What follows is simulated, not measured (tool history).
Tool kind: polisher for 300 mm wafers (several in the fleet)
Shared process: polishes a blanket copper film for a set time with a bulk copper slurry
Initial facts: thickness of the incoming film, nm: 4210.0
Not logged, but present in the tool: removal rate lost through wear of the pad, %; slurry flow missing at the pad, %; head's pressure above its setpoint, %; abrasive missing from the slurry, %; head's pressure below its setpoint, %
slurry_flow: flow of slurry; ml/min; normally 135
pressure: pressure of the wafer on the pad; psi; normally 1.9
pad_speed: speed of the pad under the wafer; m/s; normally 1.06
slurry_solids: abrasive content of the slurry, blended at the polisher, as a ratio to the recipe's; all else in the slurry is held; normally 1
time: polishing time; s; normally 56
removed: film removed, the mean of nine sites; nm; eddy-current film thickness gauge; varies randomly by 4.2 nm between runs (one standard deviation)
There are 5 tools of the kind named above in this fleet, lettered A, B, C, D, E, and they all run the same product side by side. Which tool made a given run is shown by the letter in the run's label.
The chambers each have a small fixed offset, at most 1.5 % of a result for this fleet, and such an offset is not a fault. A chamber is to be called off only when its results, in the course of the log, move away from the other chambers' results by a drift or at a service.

run,hour,slurry_flow,pressure,pad_speed,slurry_solids,time,wafers polished on this pad,hours since the slurry nozzle was cleaned,hours since the head pressure was calibrated,hours since the slurry blender was calibrated,removed
1B,7.7,135,1.9,1.06,1,56,246,16.1,585.3,281.3,391.1
2E,19.7,135,1.9,1.06,1,56,502,21.8,474.7,44.2,395.73
# hour 20.8: chamber D: head pressure recalibrated
# hour 24.6: chamber C: worn pad replaced by a new one
3C,29.1,135,1.9,1.06,1,56,63,98,794.5,144.9,402.72
# hour 31.4: chamber D: worn pad replaced by a new one
4D,38.5,135,1.9,1.06,1,56,99,403.9,17.8,387.2,392.34
5A,44.1,135,1.9,1.06,1,56,974,249.8,512.2,199,388.21
# hour 53: chamber B: worn pad replaced by a new one
6D,54.6,135,1.9,1.06,1,56,324,420,33.9,403.3,394.66
# hour 55.5: chamber A: worn pad replaced by a new one
# hour 57.9: chamber B: slurry blender recalibrated
# hour 62.7: chamber D: slurry blender recalibrated
7E,65.9,135,1.9,1.06,1,56,1146,68,520.9,90.4,392.67
# hour 69.6: chamber A: head pressure recalibrated
8B,76.2,135,1.9,1.06,1,56,324,84.6,653.8,18.3,392.21
9C,83.6,160,1.9,1.06,1.15,56,822,152.5,849,199.4,426.16
# hour 85.3: chamber C: worn pad replaced by a new one
# hour 86.2: chamber A: slurry blender recalibrated
# hour 90: chamber D: worn pad replaced by a new one
10A,95.7,160,1.9,1.06,1.15,56,561,301.4,26.2,9.6,413.87
# hour 106: chamber A: slurry nozzle cleaned
11E,106.9,160,1.9,1.06,1.15,56,1718,109,561.9,131.4,419.91
# hour 108.1: chamber B: worn pad replaced by a new one
12C,118.9,160,1.9,1.06,1.15,56,468,187.8,884.3,234.7,430.24
# hour 121.9: chamber A: worn pad replaced by a new one
13B,129,160,1.9,1.06,1.15,56,291,137.4,706.6,71.1,419.68
14A,140.9,135,1.9,1.06,1,56,265,35,71.4,54.8,389.16
# hour 143.3: chamber B: head pressure recalibrated
# hour 144.5: chamber C: worn pad replaced by a new one
# hour 146.1: chamber D: worn pad replaced by a new one
15D,151.1,135,1.9,1.06,1,56,70,516.5,130.4,88.5,396.93
16E,162.2,135,1.9,1.06,1,56,2489,164.3,617.2,186.7,382.7
17A,170.3,135,1.9,1.06,1,56,675,64.4,100.8,84.2,392.52
# hour 171: chamber B: worn pad replaced by a new one
18C,176.6,135,1.9,1.06,1,56,448,245.5,942,292.4,392.85
19D,184.2,135,1.9,1.06,1,56,531,549.6,163.5,121.6,398.55
20B,193.4,135,1.9,1.06,1,56,313,201.8,50.1,135.5,390.69
# hour 197.1: chamber A: worn pad replaced by a new one
# hour 199.6: chamber D: worn pad replaced by a new one
# hour 201.7: chamber C: worn pad replaced by a new one
21D,205.5,135,1.9,1.06,1,56,82,570.9,184.8,142.9,409.27
22B,215.8,135,1.9,1.06,1,56,625,224.2,72.5,157.9,387.04
23E,222.8,135,1.9,1.06,1,56,3334,224.9,677.8,247.3,371.93
# hour 231.9: chamber B: worn pad replaced by a new one
24C,234.7,135,1.9,1.06,1,74,461,303.6,1000.1,350.5,525.61
25A,245,135,1.9,1.06,1,74,668,139.1,175.5,158.9,514.18
# hour 251.9: chamber C: worn pad replaced by a new one
26C,253.4,135,1.9,1.06,1,74,21,322.3,1018.8,369.2,523.1
# hour 260.9: chamber D: worn pad replaced by a new one
# hour 264.8: chamber A: worn pad replaced by a new one
27A,265.8,135,1.9,1.06,1,74,14,159.9,196.3,179.7,522
28D,277.6,135,1.9,1.06,1,74,233,643,256.9,215,526.69
29E,283.9,135,1.9,1.06,1,56,4186,286,738.9,308.4,353.74
30B,292.1,135,1.9,1.06,1,56,840,300.5,148.8,234.2,393.71

For the next run the whole fleet of 5 chambers uses the same settings. Give each chamber's results:
31A,301.2,135,1.9,1.06,1,56,,,,,?
31B,301.2,135,1.9,1.06,1,56,,,,,?
31C,301.2,135,1.9,1.06,1,56,,,,,?
31D,301.2,135,1.9,1.06,1,56,,,,,?
31E,301.2,135,1.9,1.06,1,56,,,,,?

run,removed
31A,390.43
31B,387.9
31C,400.77
31D,396.5
31E,350.92
